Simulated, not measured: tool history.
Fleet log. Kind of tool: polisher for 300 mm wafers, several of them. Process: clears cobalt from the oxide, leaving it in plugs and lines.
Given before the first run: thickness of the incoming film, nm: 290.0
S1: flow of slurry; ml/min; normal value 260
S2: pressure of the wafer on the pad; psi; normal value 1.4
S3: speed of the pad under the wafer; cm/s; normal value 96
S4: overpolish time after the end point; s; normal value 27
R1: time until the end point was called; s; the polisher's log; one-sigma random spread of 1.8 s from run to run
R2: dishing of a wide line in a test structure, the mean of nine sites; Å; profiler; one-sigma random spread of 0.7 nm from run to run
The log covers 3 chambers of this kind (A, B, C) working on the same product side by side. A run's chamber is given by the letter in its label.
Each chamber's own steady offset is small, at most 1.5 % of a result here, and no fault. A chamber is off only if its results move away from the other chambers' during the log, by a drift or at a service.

run	hour	S1	S2	S3	S4	R1	R2
1C	2	260	1.4	96	27	103.35	412.29
2A	6.4	260	1.4	96	27	105.7	408.69
3B	10.9	260	1.4	96	27	105.36	399.11
4C	15.3	260	1.4	96	27	105.21	395.16
5B	17.7	260	1.4	72	35	136.27	411.84
6A	21.1	260	1.4	72	35	138.4	387.05
7A	24.6	260	1.4	72	35	142.44	400.18
8B	28.9	260	1.4	122	40	82.013	500.18
9C	30.9	260	1.4	122	40	82.761	504.31
10A	34.4	260	1.4	122	40	80.491	497.74
11C	36.6	260	1.4	96	27	107.8	404.85
# hour 37.1: chamber C: worn pad replaced by a new one
12B	39.2	260	1.4	96	27	104.73	398.83
13B	42.6	260	1.7	96	41	85.695	488.84
14C	46.1	260	1.7	96	41	88.576	500.56
15A	49.9	260	1.7	96	41	86.42	488.98
16A	54.6	260	1.4	96	27	105.59	408.93
17B	57.8	260	1.4	96	27	104.82	399.43
# hour 59.9: chamber B: worn pad replaced by a new one
18C	61.8	260	1.4	96	27	101.41	406.77
19A	66.1	260	1.4	96	27	101.83	401.05
20C	68.9	260	1.4	96	27	106.9	403.51
21B	72.8	260	1.4	96	33	106.93	450.98
22B	77.1	260	1.4	96	33	106.85	426.37
23A	80.4	260	1.4	96	33	105.36	459.06
24C	84.6	260	1.4	96	27	105.44	396.21
25C	88.1	260	1.4	96	27	106.97	400.64

Is one chamber out of step, is the gauge drifting, or do the chambers differ by no more than their own small offsets? For an off chamber, give its letter and the likeliest cause.

Neither any chamber nor the gauge drifts; the chambers differ only by their own small, steady offsets.
